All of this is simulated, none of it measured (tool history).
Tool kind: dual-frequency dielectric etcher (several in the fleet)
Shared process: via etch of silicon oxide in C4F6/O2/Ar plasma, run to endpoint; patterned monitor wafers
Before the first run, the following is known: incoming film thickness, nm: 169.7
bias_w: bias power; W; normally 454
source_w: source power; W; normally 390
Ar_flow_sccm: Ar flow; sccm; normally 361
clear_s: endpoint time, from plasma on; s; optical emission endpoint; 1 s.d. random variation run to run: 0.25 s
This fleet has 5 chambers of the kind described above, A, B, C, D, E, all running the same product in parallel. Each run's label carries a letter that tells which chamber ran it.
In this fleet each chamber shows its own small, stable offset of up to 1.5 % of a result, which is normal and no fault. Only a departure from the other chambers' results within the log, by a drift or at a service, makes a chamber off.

run 1C hour=3.9 | bias_w=454 source_w=390 Ar_flow_sccm=361 | clear_s=39.789
run 2E hour=11.6 | bias_w=454 source_w=390 Ar_flow_sccm=361 | clear_s=40.577
run 3B hour=15.5 | bias_w=454 source_w=390 Ar_flow_sccm=361 | clear_s=39.893
run 4D hour=21.8 | bias_w=454 source_w=390 Ar_flow_sccm=361 | clear_s=40.258
run 5A hour=29.7 | bias_w=454 source_w=390 Ar_flow_sccm=361 | clear_s=39.764
run 6E hour=33.3 | bias_w=454 source_w=390 Ar_flow_sccm=361 | clear_s=39.910
-- hour=35.9 chamber B: wet clean of the chamber
run 7C hour=38.7 | bias_w=454 source_w=390 Ar_flow_sccm=361 | clear_s=40.202
run 8A hour=44.7 | bias_w=454 source_w=390 Ar_flow_sccm=361 | clear_s=39.736
run 9B hour=48.8 | bias_w=454 source_w=390 Ar_flow_sccm=361 | clear_s=39.868
run 10D hour=56.5 | bias_w=454 source_w=390 Ar_flow_sccm=361 | clear_s=39.996
run 11E hour=60.6 | bias_w=454 source_w=390 Ar_flow_sccm=361 | clear_s=39.947
run 12A hour=64.4 | bias_w=454 source_w=390 Ar_flow_sccm=361 | clear_s=39.470
run 13C hour=69.8 | bias_w=454 source_w=390 Ar_flow_sccm=361 | clear_s=39.972
run 14B hour=75.3 | bias_w=454 source_w=390 Ar_flow_sccm=361 | clear_s=40.077
run 15D hour=79.9 | bias_w=511 source_w=350 Ar_flow_sccm=361 | clear_s=39.484
run 16E hour=83.7 | bias_w=511 source_w=350 Ar_flow_sccm=361 | clear_s=40.197
run 17D hour=91.2 | bias_w=511 source_w=350 Ar_flow_sccm=361 | clear_s=39.997
run 18B hour=98.0 | bias_w=511 source_w=350 Ar_flow_sccm=361 | clear_s=39.729
run 19A hour=104.6 | bias_w=511 source_w=350 Ar_flow_sccm=361 | clear_s=38.809
run 20C hour=108.8 | bias_w=454 source_w=390 Ar_flow_sccm=361 | clear_s=39.632
run 21B hour=115.6 | bias_w=454 source_w=390 Ar_flow_sccm=361 | clear_s=39.424
run 22C hour=120.1 | bias_w=454 source_w=390 Ar_flow_sccm=361 | clear_s=39.674
run 23A hour=125.3 | bias_w=454 source_w=300 Ar_flow_sccm=361 | clear_s=42.502
run 24D hour=129.6 | bias_w=454 source_w=300 Ar_flow_sccm=361 | clear_s=44.083
run 25E hour=133.1 | bias_w=454 source_w=300 Ar_flow_sccm=361 | clear_s=44.153
run 26B hour=140.0 | bias_w=454 source_w=300 Ar_flow_sccm=361 | clear_s=43.819
run 27C hour=145.7 | bias_w=454 source_w=300 Ar_flow_sccm=361 | clear_s=43.599
run 28E hour=152.6 | bias_w=454 source_w=390 Ar_flow_sccm=361 | clear_s=40.122
run 29D hour=158.0 | bias_w=454 source_w=390 Ar_flow_sccm=361 | clear_s=39.848
run 30A hour=164.7 | bias_w=454 source_w=390 Ar_flow_sccm=361 | clear_s=38.545
run 31B hour=168.5 | bias_w=454 source_w=390 Ar_flow_sccm=361 | clear_s=39.841
-- hour=172.0 chamber C: wet clean of the chamber
run 32E hour=172.5 | bias_w=454 source_w=390 Ar_flow_sccm=361 | clear_s=40.685
run 33D hour=177.7 | bias_w=454 source_w=390 Ar_flow_sccm=361 | clear_s=39.499
-- hour=178.3 chamber A: bias power generator calibrated
run 34A hour=184.2 | bias_w=454 source_w=390 Ar_flow_sccm=361 | clear_s=37.920
run 35C hour=190.5 | bias_w=454 source_w=390 Ar_flow_sccm=361 | clear_s=39.767

Has any chamber moved away from the others, gradually or after a service, or does the common gauge drift, or do the chambers differ only by their own small steady offsets? State the chamber and the most likely cause if one applies.

One chamber, A, drifts off from the rest bit by bit.
Most likely cause: etch rate over this chamber's usual, % = 5.05.

Which of the 4 candidates below, each the usual settings with something changed and its results left as question marks, puts chamber A back in line with what the other chambers give on the usual settings?
To be in line, a result may differ from the other chambers' mean on the usual settings by at most: clear_s 0.890 s
run 36A-1 hour=196.2 | bias_w=454 source_w=290 Ar_flow_sccm=361 | clear_s=?
run 36A-2 hour=196.2 | bias_w=454 source_w=340 Ar_flow_sccm=375 | clear_s=?
run 36A-3 hour=196.2 | bias_w=454 source_w=530 Ar_flow_sccm=361 | clear_s=?
run 36A-4 hour=196.2 | bias_w=486 source_w=420 Ar_flow_sccm=361 | clear_s=?

Usual-settings mean across the other chambers: clear_s 39.917 s
run=36A-1 clear_s=42.236
run=36A-2 clear_s=40.016
run=36A-3 clear_s=33.825
run=36A-4 clear_s=35.960
36A-2 is the one that brings the chamber's results back in line with the other chambers.

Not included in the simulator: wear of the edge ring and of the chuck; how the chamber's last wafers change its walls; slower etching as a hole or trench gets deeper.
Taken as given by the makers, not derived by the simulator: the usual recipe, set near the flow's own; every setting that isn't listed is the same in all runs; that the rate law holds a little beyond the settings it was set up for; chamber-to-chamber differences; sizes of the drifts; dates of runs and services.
